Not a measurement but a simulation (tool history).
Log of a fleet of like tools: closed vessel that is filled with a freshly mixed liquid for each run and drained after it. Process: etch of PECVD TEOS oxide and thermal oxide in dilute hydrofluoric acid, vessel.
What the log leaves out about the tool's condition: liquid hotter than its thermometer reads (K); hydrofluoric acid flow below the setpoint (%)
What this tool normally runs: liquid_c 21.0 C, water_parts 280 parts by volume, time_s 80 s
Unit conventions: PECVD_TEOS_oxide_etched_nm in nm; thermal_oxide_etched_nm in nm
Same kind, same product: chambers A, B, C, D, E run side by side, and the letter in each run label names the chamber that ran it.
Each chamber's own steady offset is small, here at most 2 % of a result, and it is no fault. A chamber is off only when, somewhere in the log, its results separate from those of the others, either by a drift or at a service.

run,hour,liquid_c,water_parts,time_s,hours since the thermometer was replaced,hours since the hydrofluoric acid flow meter was replaced,"read-back film thickness of the PECVD TEOS oxide reference wafer, read on the same gauge (nm)","read-back film thickness of the thermal oxide reference wafer, read on the same gauge (nm)",PECVD_TEOS_oxide_etched_nm,thermal_oxide_etched_nm
1C,4.2,21.0,280,80,1720.7,22.2,150.01,110.00,6.0095,0.97510
2D,8.5,21.0,280,80,2259.1,718.7,149.98,110.01,5.9464,0.99646
3E,11.7,21.0,280,80,2017.6,176.4,150.00,109.98,5.9986,0.97079
4A,15.1,21.0,280,80,736.8,540.1,150.03,110.00,5.9224,1.02370
5B,19.0,21.0,280,80,653.6,188.7,150.01,110.00,5.9773,1.03830
6A,21.8,21.0,280,80,743.5,546.8,150.03,110.00,5.9122,1.03820
7E,25.0,21.0,280,80,2030.9,189.7,149.99,110.00,5.9965,1.02670
8D,29.1,21.0,155,80,2279.7,739.3,150.03,110.01,12.0550,2.05460
9B,32.3,21.0,155,80,666.9,202.0,150.03,109.97,12.1410,2.04220
10C,36.2,21.0,155,80,1752.7,54.2,150.01,110.01,12.4350,2.17790
11D,40.0,21.0,155,80,2290.6,750.2,150.02,109.98,12.2260,2.02920
12B,43.6,21.0,155,80,678.2,213.3,150.03,109.97,12.2710,1.99500
13E,46.2,21.0,280,80,2052.1,210.9,150.01,110.04,5.9980,1.07940
14C,49.3,21.0,280,80,1765.8,67.3,149.99,110.03,5.9634,1.02450
15A,53.2,24.5,415,80,774.9,578.2,149.98,110.03,3.9944,0.68144
16D,57.2,24.5,415,80,2307.8,767.4,149.97,110.00,4.0171,0.63482
17B,60.8,24.5,415,80,695.4,230.5,150.02,109.99,4.0566,0.68113
18C,63.2,24.5,415,80,1779.7,81.2,150.00,109.99,4.0088,0.67424
19A,66.2,24.5,415,80,787.9,591.2,149.97,109.99,3.9840,0.66265
20E,68.3,21.0,280,80,2074.2,233.0,150.01,110.00,6.0259,1.04390
21C,72.7,21.0,280,80,1789.2,90.7,150.03,110.04,5.9964,1.03150
22E,74.7,21.0,280,80,2080.6,239.4,150.03,109.99,6.0230,1.06420
23D,77.1,23.5,280,95,2327.7,787.3,150.01,110.00,7.8225,1.39040
24B,80.0,23.5,280,95,714.6,249.7,150.00,110.00,7.8297,1.29330
25A,82.5,23.5,280,95,804.2,607.5,150.01,109.99,7.6457,1.18520
26C,84.9,23.5,280,95,1801.4,102.9,149.99,110.03,7.7210,1.29320
27E,87.5,23.5,280,95,2093.4,252.2,149.99,110.00,7.7837,1.23350
# hour 90.8: chamber D: thermometer replaced
28D,91.1,21.0,280,80,0.4,801.3,150.00,110.01,6.0122,1.02960
29B,94.2,21.0,280,80,728.8,263.9,149.99,110.01,6.0095,1.05370
30A,97.6,21.0,280,80,819.3,622.6,150.01,110.02,5.9522,1.02300
31C,101.2,21.0,280,80,1817.7,119.2,150.00,110.00,5.9415,1.10050
32D,103.2,21.0,280,80,12.5,813.4,150.00,110.01,5.9651,1.02450
33E,105.9,21.0,280,80,2111.8,270.6,149.98,110.01,5.9703,0.96852
34B,109.2,21.0,280,80,743.8,278.9,150.03,110.00,5.9603,0.98221

Is one chamber off against the others, does the gauge drift, or is nothing wrong? If a chamber is off, say which, and what the likeliest cause is.

The fleet is healthy, with each chamber sitting at its usual small offset and no drift in the gauge.
